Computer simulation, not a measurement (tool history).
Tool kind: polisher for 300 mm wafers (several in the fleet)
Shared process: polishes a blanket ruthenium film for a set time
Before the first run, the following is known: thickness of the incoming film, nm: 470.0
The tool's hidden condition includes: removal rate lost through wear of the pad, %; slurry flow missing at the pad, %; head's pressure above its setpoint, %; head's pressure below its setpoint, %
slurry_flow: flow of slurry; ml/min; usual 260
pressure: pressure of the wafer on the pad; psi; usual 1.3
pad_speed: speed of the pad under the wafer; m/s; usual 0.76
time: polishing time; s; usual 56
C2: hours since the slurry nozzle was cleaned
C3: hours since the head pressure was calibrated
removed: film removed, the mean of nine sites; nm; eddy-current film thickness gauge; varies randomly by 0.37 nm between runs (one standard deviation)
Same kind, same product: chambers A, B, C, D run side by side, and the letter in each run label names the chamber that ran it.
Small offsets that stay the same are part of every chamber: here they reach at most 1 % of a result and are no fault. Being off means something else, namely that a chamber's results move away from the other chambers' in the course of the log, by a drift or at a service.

Run 1C, hour 6.8: usual settings; wafers polished on this pad 546; C2 83.5; C3 1232.9. Result: removed 30.030 nm.
At hour 11.8: chamber D: worn pad replaced by a new one.
At hour 20.6: chamber B: worn pad replaced by a new one.
Run 2A, hour 21.0: usual settings; wafers polished on this pad 304; C2 448.6; C3 137.2. Result: removed 30.853 nm.
At hour 23.3: chamber C: head pressure recalibrated.
Run 3B, hour 28.5: usual settings; wafers polished on this pad 84; C2 66.2; C3 1156.2. Result: removed 31.010 nm.
Run 4D, hour 37.9: usual settings; wafers polished on this pad 278; C2 132.6; C3 377.6. Result: removed 31.183 nm.
Run 5B, hour 46.8: usual settings; wafers polished on this pad 280; C2 84.5; C3 1174.5. Result: removed 30.931 nm.
Run 6D, hour 58.5: usual settings; wafers polished on this pad 498; C2 153.2; C3 398.2. Result: removed 31.517 nm.
At hour 66.8: chamber A: worn pad replaced by a new one.
Run 7A, hour 69.4: usual settings; wafers polished on this pad 27; C2 497.0; C3 185.6. Result: removed 31.473 nm.
At hour 73.6: chamber B: worn pad replaced by a new one.
At hour 75.6: chamber D: worn pad replaced by a new one.
Run 8C, hour 78.2: usual settings but slurry_flow 330 ml/min, time 74 s; wafers polished on this pad 1308; C2 154.9; C3 54.9. Result: removed 40.717 nm.
Run 9A, hour 86.7: usual settings but slurry_flow 330 ml/min, time 74 s; wafers polished on this pad 212; C2 514.3; C3 202.9. Result: removed 41.291 nm.
Run 10C, hour 95.3: usual settings but slurry_flow 330 ml/min, time 74 s; wafers polished on this pad 1490; C2 172.0; C3 72.0. Result: removed 39.542 nm.
At hour 106.6: chamber D: head pressure recalibrated.
Run 11B, hour 108.7: usual settings but slurry_flow 330 ml/min, time 74 s; wafers polished on this pad 374; C2 146.4; C3 1236.4. Result: removed 42.116 nm.
At hour 111.3: chamber B: head pressure recalibrated.
Run 12D, hour 123.4: usual settings; wafers polished on this pad 510; C2 218.1; C3 16.8. Result: removed 30.701 nm.
At hour 132.8: chamber B: worn pad replaced by a new one.
Run 13A, hour 133.4: usual settings; wafers polished on this pad 710; C2 561.0; C3 249.6. Result: removed 31.128 nm.
At hour 138.1: chamber A: worn pad replaced by a new one.
Run 14C, hour 143.5: usual settings; wafers polished on this pad 2004; C2 220.2; C3 120.2. Result: removed 28.437 nm.
At hour 146.1: chamber D: slurry nozzle cleaned.
At hour 149.4: chamber D: worn pad replaced by a new one.
Run 15D, hour 152.0: usual settings; wafers polished on this pad 27; C2 5.9; C3 45.4. Result: removed 30.386 nm.
Run 16B, hour 163.3: usual settings; wafers polished on this pad 325; C2 201.0; C3 52.1. Result: removed 30.408 nm.
Run 17A, hour 172.0: usual settings; wafers polished on this pad 362; C2 599.6; C3 288.2. Result: removed 30.970 nm.
Run 18D, hour 182.4: usual settings; wafers polished on this pad 352; C2 36.3; C3 75.8. Result: removed 30.746 nm.
Run 19C, hour 190.7: usual settings; wafers polished on this pad 2508; C2 267.4; C3 167.4. Result: removed 28.453 nm.
At hour 193.8: chamber B: worn pad replaced by a new one.
Run 20B, hour 198.0: usual settings; wafers polished on this pad 45; C2 235.7; C3 86.8. Result: removed 30.969 nm.
At hour 203.1: chamber C: slurry nozzle cleaned.
Run 21D, hour 205.5: usual settings; wafers polished on this pad 598; C2 59.4; C3 98.9. Result: removed 31.125 nm.
At hour 205.6: chamber A: worn pad replaced by a new one.
At hour 209.5: chamber D: worn pad replaced by a new one.
Run 22A, hour 215.4: usual settings but pressure 1.5 psi, time 39 s; wafers polished on this pad 104; C2 643.0; C3 331.6. Result: removed 24.091 nm.
Run 23B, hour 225.1: usual settings but pressure 1.5 psi, time 39 s; wafers polished on this pad 334; C2 262.8; C3 113.9. Result: removed 25.006 nm.
Run 24C, hour 233.9: usual settings but pressure 1.5 psi, time 39 s; wafers polished on this pad 2968; C2 30.9; C3 210.6. Result: removed 22.636 nm.
Run 25D, hour 240.3: usual settings but pressure 1.5 psi, time 39 s; wafers polished on this pad 328; C2 94.2; C3 133.7. Result: removed 24.379 nm.
Run 26A, hour 249.8: usual settings; wafers polished on this pad 471; C2 677.4; C3 366.0. Result: removed 31.020 nm.
At hour 250.9: chamber B: worn pad replaced by a new one.
Run 27B, hour 262.9: usual settings but slurry_flow 330 ml/min, pressure 1.5 psi; wafers polished on this pad 128; C2 300.6; C3 151.7. Result: removed 36.667 nm.
At hour 272.3: chamber A: worn pad replaced by a new one.
Run 28C, hour 275.5: usual settings but slurry_flow 330 ml/min, pressure 1.5 psi; wafers polished on this pad 3412; C2 72.5; C3 252.2. Result: removed 32.606 nm.
Run 29A, hour 286.5: usual settings but slurry_flow 330 ml/min, pressure 1.5 psi; wafers polished on this pad 151; C2 714.1; C3 402.7. Result: removed 36.407 nm.

All chambers now run identical settings, listed one chamber a line with results as question marks. What results will each chamber show?
Run 30A, hour 297.3: usual settings but slurry_flow 195 ml/min. Result: removed ?.
Run 30B, hour 297.3: usual settings but slurry_flow 195 ml/min. Result: removed ?.
Run 30C, hour 297.3: usual settings but slurry_flow 195 ml/min. Result: removed ?.
Run 30D, hour 297.3: usual settings but slurry_flow 195 ml/min. Result: removed ?.

run  removed
30A   29.632
30B   29.941
30C   26.521
30D   29.695
